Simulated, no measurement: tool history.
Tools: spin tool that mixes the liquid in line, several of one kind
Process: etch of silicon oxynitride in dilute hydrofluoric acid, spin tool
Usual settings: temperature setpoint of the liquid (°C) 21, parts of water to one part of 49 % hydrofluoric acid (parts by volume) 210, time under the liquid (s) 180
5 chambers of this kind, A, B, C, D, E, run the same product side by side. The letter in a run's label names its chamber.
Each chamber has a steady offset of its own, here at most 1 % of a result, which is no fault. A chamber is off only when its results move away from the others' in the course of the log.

run	hour	temperature setpoint of the liquid (°C)	parts of water to one part of 49 % hydrofluoric acid (parts by volume)	time under the liquid (s)	read-back film thickness of the silicon oxynitride reference wafer, read on the same gauge (nm)	thickness taken off the silicon oxynitride on a monitor wafer (angstrom)
# hour 9.4: chamber C: thermometer replaced
1C	9.8	21	210	180	80.008	21.618
# hour 12.3: chamber E: hydrofluoric acid flow meter replaced
2A	18.5	21	210	180	79.996	21.572
3E	23.9	21	210	180	80.002	21.384
4D	31.4	21	210	180	79.992	21.980
5B	40.8	21	210	180	79.999	21.408
6E	49.0	21	210	180	79.993	21.679
7B	56.1	21	210	180	80.006	21.163
8D	62.7	21	210	180	80.014	22.141
9C	71.7	21	210	180	80.013	21.310
10A	78.9	21	210	180	79.986	21.313
11B	84.8	21	210	180	79.982	20.869
12A	93.8	21	210	180	80.011	21.674
13C	100.9	21	210	180	79.972	21.517
# hour 104.3: chamber C: hydrofluoric acid flow meter replaced
14D	105.3	21	210	180	79.984	21.391
15E	114.7	21	210	180	79.980	21.396
16A	119.7	21	210	180	79.986	21.821
17E	124.8	21	210	235	79.990	27.995
18C	131.1	21	210	235	79.994	28.321
19D	140.8	21	210	235	80.012	28.200
20B	145.4	21	210	235	80.011	27.548
21E	151.3	21	210	235	80.024	28.116
# hour 156.8: chamber A: thermometer replaced
22D	157.4	18	210	270	79.997	28.857
23C	164.4	18	210	270	79.989	28.188
24A	172.1	18	210	270	80.002	28.238
25B	177.5	18	210	270	80.001	26.890
26E	187.4	18	210	270	79.970	28.301
27B	194.9	21	210	180	79.983	20.146
28A	201.1	21	210	180	80.004	21.663
# hour 201.2: chamber B: hydrofluoric acid flow meter replaced
29C	209.3	21	210	180	80.023	21.890
30D	215.1	17	250	180	80.003	14.891
31E	222.4	17	250	180	79.984	14.875
32B	228.4	17	250	180	80.002	13.645
33C	237.1	17	250	180	80.020	14.811
34A	243.6	17	250	180	80.017	14.600
35D	250.7	21	210	180	80.008	21.875
36D	260.0	21	210	180	80.001	21.758
37B	268.3	21	210	180	80.004	20.030
38E	278.4	21	210	180	79.997	21.280
39A	286.5	21	210	180	79.990	21.873
40C	292.7	21	210	180	79.990	21.419

All 5 chambers run these settings next. Forecast each chamber's results:
41A	300.0	21	210	180		?
41B	300.0	21	210	180		?
41C	300.0	21	210	180		?
41D	300.0	21	210	180		?
41E	300.0	21	210	180		?

run	thickness taken off the silicon oxynitride on a monitor wafer (angstrom)
41A	21.794
41B	19.480
41C	21.938
41D	21.764
41E	21.414
